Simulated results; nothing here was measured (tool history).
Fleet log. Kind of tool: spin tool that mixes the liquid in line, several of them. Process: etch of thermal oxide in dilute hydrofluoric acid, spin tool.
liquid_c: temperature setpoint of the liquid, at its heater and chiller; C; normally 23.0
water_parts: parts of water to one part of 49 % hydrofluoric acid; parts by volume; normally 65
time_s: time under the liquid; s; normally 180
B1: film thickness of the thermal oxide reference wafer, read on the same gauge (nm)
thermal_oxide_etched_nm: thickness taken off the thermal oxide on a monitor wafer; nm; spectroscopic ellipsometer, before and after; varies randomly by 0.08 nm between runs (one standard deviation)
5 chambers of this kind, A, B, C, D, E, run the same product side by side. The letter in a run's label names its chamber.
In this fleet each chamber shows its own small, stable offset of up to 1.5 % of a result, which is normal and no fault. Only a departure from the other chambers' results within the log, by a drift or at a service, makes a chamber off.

run 1C day=0.258 | liquid_c=23.0 water_parts=65 time_s=180 | B1=79.979 | thermal_oxide_etched_nm=12.8010
-- day=0.446 chamber D: hydrofluoric acid flow meter replaced
run 2E day=0.462 | liquid_c=23.0 water_parts=65 time_s=180 | B1=79.983 | thermal_oxide_etched_nm=12.8680
run 3A day=0.733 | liquid_c=23.0 water_parts=65 time_s=180 | B1=79.984 | thermal_oxide_etched_nm=12.8750
-- day=0.942 chamber D: thermometer replaced
run 4B day=0.946 | liquid_c=23.0 water_parts=65 time_s=180 | B1=80.029 | thermal_oxide_etched_nm=12.9170
run 5D day=1.179 | liquid_c=23.0 water_parts=65 time_s=180 | B1=79.990 | thermal_oxide_etched_nm=12.9070
run 6C day=1.479 | liquid_c=23.0 water_parts=65 time_s=180 | B1=79.989 | thermal_oxide_etched_nm=12.8710
run 7E day=1.742 | liquid_c=23.0 water_parts=65 time_s=180 | B1=80.001 | thermal_oxide_etched_nm=13.0750
run 8D day=1.929 | liquid_c=23.0 water_parts=65 time_s=180 | B1=80.039 | thermal_oxide_etched_nm=12.8670
run 9B day=2.196 | liquid_c=23.0 water_parts=80 time_s=80 | B1=80.003 | thermal_oxide_etched_nm=4.4749
run 10A day=2.467 | liquid_c=23.0 water_parts=80 time_s=80 | B1=80.001 | thermal_oxide_etched_nm=4.5272
run 11A day=2.808 | liquid_c=23.0 water_parts=80 time_s=80 | B1=79.991 | thermal_oxide_etched_nm=4.5984
run 12B day=3.121 | liquid_c=23.0 water_parts=80 time_s=80 | B1=80.004 | thermal_oxide_etched_nm=4.5793
run 13D day=3.438 | liquid_c=23.0 water_parts=80 time_s=80 | B1=80.015 | thermal_oxide_etched_nm=4.5880
run 14C day=3.667 | liquid_c=23.0 water_parts=65 time_s=180 | B1=79.967 | thermal_oxide_etched_nm=12.8130
run 15E day=3.962 | liquid_c=23.0 water_parts=65 time_s=180 | B1=79.997 | thermal_oxide_etched_nm=13.0960
run 16C day=4.304 | liquid_c=23.0 water_parts=65 time_s=180 | B1=79.964 | thermal_oxide_etched_nm=12.8020
run 17A day=4.554 | liquid_c=23.0 water_parts=65 time_s=180 | B1=79.993 | thermal_oxide_etched_nm=12.8550
run 18D day=4.712 | liquid_c=23.0 water_parts=65 time_s=180 | B1=79.986 | thermal_oxide_etched_nm=12.8970
run 19B day=4.900 | liquid_c=23.0 water_parts=65 time_s=180 | B1=80.004 | thermal_oxide_etched_nm=12.8380
run 20E day=5.238 | liquid_c=23.0 water_parts=65 time_s=180 | B1=79.976 | thermal_oxide_etched_nm=13.3170
run 21B day=5.554 | liquid_c=23.0 water_parts=65 time_s=180 | B1=79.999 | thermal_oxide_etched_nm=12.7700
run 22C day=5.867 | liquid_c=19.5 water_parts=85 time_s=180 | B1=79.975 | thermal_oxide_etched_nm=8.3164
run 23D day=6.175 | liquid_c=19.5 water_parts=85 time_s=180 | B1=80.023 | thermal_oxide_etched_nm=8.3331
run 24A day=6.458 | liquid_c=19.5 water_parts=85 time_s=180 | B1=80.019 | thermal_oxide_etched_nm=8.3316
run 25E day=6.688 | liquid_c=19.5 water_parts=85 time_s=180 | B1=79.999 | thermal_oxide_etched_nm=8.8005
run 26C day=7.004 | liquid_c=19.5 water_parts=85 time_s=180 | B1=80.006 | thermal_oxide_etched_nm=8.2908
run 27D day=7.208 | liquid_c=23.0 water_parts=90 time_s=180 | B1=79.997 | thermal_oxide_etched_nm=9.0803
run 28A day=7.467 | liquid_c=23.0 water_parts=90 time_s=180 | B1=80.008 | thermal_oxide_etched_nm=8.8618
run 29B day=7.742 | liquid_c=23.0 water_parts=90 time_s=180 | B1=79.980 | thermal_oxide_etched_nm=8.9959
run 30E day=7.942 | liquid_c=23.0 water_parts=90 time_s=180 | B1=80.000 | thermal_oxide_etched_nm=9.5122
run 31C day=8.175 | liquid_c=23.0 water_parts=90 time_s=180 | B1=79.987 | thermal_oxide_etched_nm=8.9774
run 32E day=8.429 | liquid_c=23.0 water_parts=65 time_s=180 | B1=79.987 | thermal_oxide_etched_nm=13.6450
-- day=8.454 chamber C: hydrofluoric acid flow meter replaced
run 33B day=8.654 | liquid_c=23.0 water_parts=65 time_s=180 | B1=79.963 | thermal_oxide_etched_nm=12.9770
run 34A day=8.842 | liquid_c=23.0 water_parts=65 time_s=180 | B1=79.984 | thermal_oxide_etched_nm=12.9130
run 35D day=9.183 | liquid_c=23.0 water_parts=65 time_s=180 | B1=79.962 | thermal_oxide_etched_nm=12.9260
run 36A day=9.358 | liquid_c=21.0 water_parts=65 time_s=130 | B1=79.968 | thermal_oxide_etched_nm=8.6303
run 37E day=9.700 | liquid_c=21.0 water_parts=65 time_s=130 | B1=80.047 | thermal_oxide_etched_nm=9.1572
run 38C day=9.912 | liquid_c=21.0 water_parts=65 time_s=130 | B1=80.023 | thermal_oxide_etched_nm=8.5186
run 39B day=10.217 | liquid_c=21.0 water_parts=65 time_s=130 | B1=79.988 | thermal_oxide_etched_nm=8.6053
run 40D day=10.433 | liquid_c=21.0 water_parts=65 time_s=130 | B1=79.985 | thermal_oxide_etched_nm=8.6383
run 41A day=10.758 | liquid_c=23.0 water_parts=65 time_s=180 | B1=80.021 | thermal_oxide_etched_nm=12.9280
run 42E day=10.962 | liquid_c=23.0 water_parts=65 time_s=180 | B1=80.019 | thermal_oxide_etched_nm=14.0950
run 43D day=11.200 | liquid_c=23.0 water_parts=85 time_s=250 | B1=80.015 | thermal_oxide_etched_nm=13.3050
run 44C day=11.450 | liquid_c=23.0 water_parts=85 time_s=250 | B1=79.993 | thermal_oxide_etched_nm=13.3870

Is one chamber off against the others, does the gauge drift, or is nothing wrong? If a chamber is off, say which, and what the likeliest cause is.

Little by little, chamber E moves away from the other chambers.
What lies behind it: hydrofluoric acid flow above the setpoint (%) = 7.81.
It could be hard to tell apart here from: liquid hotter than its thermometer reads (K).

Chamber E could run next with any of the 4 candidate recipes listed below; each alters the usual settings, and their results appear as question marks. Which one brings its results back in line with what the other chambers deliver on the usual settings?
In line here means within this much of the mean the other chambers give on the usual settings: thermal_oxide_etched_nm 0.2800 nm
run 45E-1 day=11.696 | liquid_c=23.0 water_parts=70 time_s=165 | thermal_oxide_etched_nm=?
run 45E-2 day=11.696 | liquid_c=23.0 water_parts=65 time_s=165 | thermal_oxide_etched_nm=?
run 45E-3 day=11.696 | liquid_c=23.0 water_parts=60 time_s=195 | thermal_oxide_etched_nm=?
run 45E-4 day=11.696 | liquid_c=23.5 water_parts=65 time_s=195 | thermal_oxide_etched_nm=?

What the other chambers average on the usual settings: thermal_oxide_etched_nm 12.8470 nm
run=45E-1 thermal_oxide_etched_nm=11.9050
run=45E-2 thermal_oxide_etched_nm=12.8910
run=45E-3 thermal_oxide_etched_nm=16.5930
run=45E-4 thermal_oxide_etched_nm=15.5510
45E-2 is the one that brings the chamber's results back in line with the other chambers.
